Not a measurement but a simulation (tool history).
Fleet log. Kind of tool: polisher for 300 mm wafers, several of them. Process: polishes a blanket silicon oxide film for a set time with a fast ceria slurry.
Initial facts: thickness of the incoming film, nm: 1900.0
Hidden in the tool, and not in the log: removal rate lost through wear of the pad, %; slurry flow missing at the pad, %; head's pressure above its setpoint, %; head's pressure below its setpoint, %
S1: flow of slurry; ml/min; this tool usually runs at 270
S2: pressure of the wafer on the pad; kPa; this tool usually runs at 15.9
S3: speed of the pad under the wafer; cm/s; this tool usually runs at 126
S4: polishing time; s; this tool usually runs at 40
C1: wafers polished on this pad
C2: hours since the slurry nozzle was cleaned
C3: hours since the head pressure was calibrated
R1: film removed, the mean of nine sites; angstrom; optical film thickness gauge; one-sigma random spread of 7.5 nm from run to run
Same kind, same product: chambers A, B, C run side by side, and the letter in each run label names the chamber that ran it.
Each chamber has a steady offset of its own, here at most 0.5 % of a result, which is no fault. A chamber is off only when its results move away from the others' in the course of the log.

run,hour,S1,S2,S3,S4,C1,C2,C3,R1
# hour 3.1: chamber C: worn pad replaced by a new one
# hour 5.2: chamber B: worn pad replaced by a new one
1A,14.7,270,15.9,126,40,998,91.1,609.9,6959.4
2C,29.5,270,15.9,126,40,253,342.4,835,6985.2
3B,45,270,15.9,126,40,382,46.2,419.1,6832
4A,52.5,270,15.9,126,40,1361,128.9,647.7,6647
# hour 52.6: chamber A: worn pad replaced by a new one
# hour 59: chamber B: worn pad replaced by a new one
5C,65.2,270,15.9,126,40,596,378.1,870.7,6777.1
# hour 71.1: chamber B: head pressure recalibrated
6B,72.7,270,15.9,126,40,132,73.9,1.6,6925.2
7A,87,270,15.9,126,40,331,163.4,682.2,6803.6
8C,96.7,270,15.9,126,40,899,409.6,902.2,6881
# hour 103.2: chamber A: slurry nozzle cleaned
9B,110.7,215,15.9,126,40,497,111.9,39.6,6558.1
# hour 111.3: chamber B: worn pad replaced by a new one
10A,119.9,215,15.9,126,40,647,16.8,715.1,6741.1
# hour 123.5: chamber C: worn pad replaced by a new one
11C,136.2,215,15.9,126,40,122,449.1,941.7,6524.7
12B,148.2,270,15.9,126,40,354,149.4,77.1,6967.4
13A,160,270,15.9,126,40,1032,56.9,755.2,6890
14C,170.5,270,15.9,126,40,451,483.4,976,6531.2
# hour 176.9: chamber B: worn pad replaced by a new one
15B,182.1,270,15.9,126,40,50,183.3,111,6732.6
# hour 185.1: chamber A: worn pad replaced by a new one
16B,197.5,270,15.9,126,40,198,198.7,126.4,6853.9
17C,206.7,270,15.9,126,40,799,519.6,1012.2,6363.9
18A,215.4,270,15.9,126,40,291,112.3,810.6,6855.9
19A,229.9,270,15.9,126,40,430,126.8,825.1,6771.1
# hour 234.8: chamber C: worn pad replaced by a new one
# hour 239.5: chamber B: worn pad replaced by a new one
20C,239.8,270,15.9,126,40,48,552.7,1045.3,6175
21B,250.4,270,15.9,126,40,105,251.6,179.3,6872.9

All 3 chambers run these settings next. Forecast each chamber's results:
22A,262.2,270,15.9,126,40,,,,?
22B,262.2,270,15.9,126,40,,,,?
22C,262.2,270,15.9,126,40,,,,?

run,R1
22A,6947.1
22B,6917.6
22C,6102.8
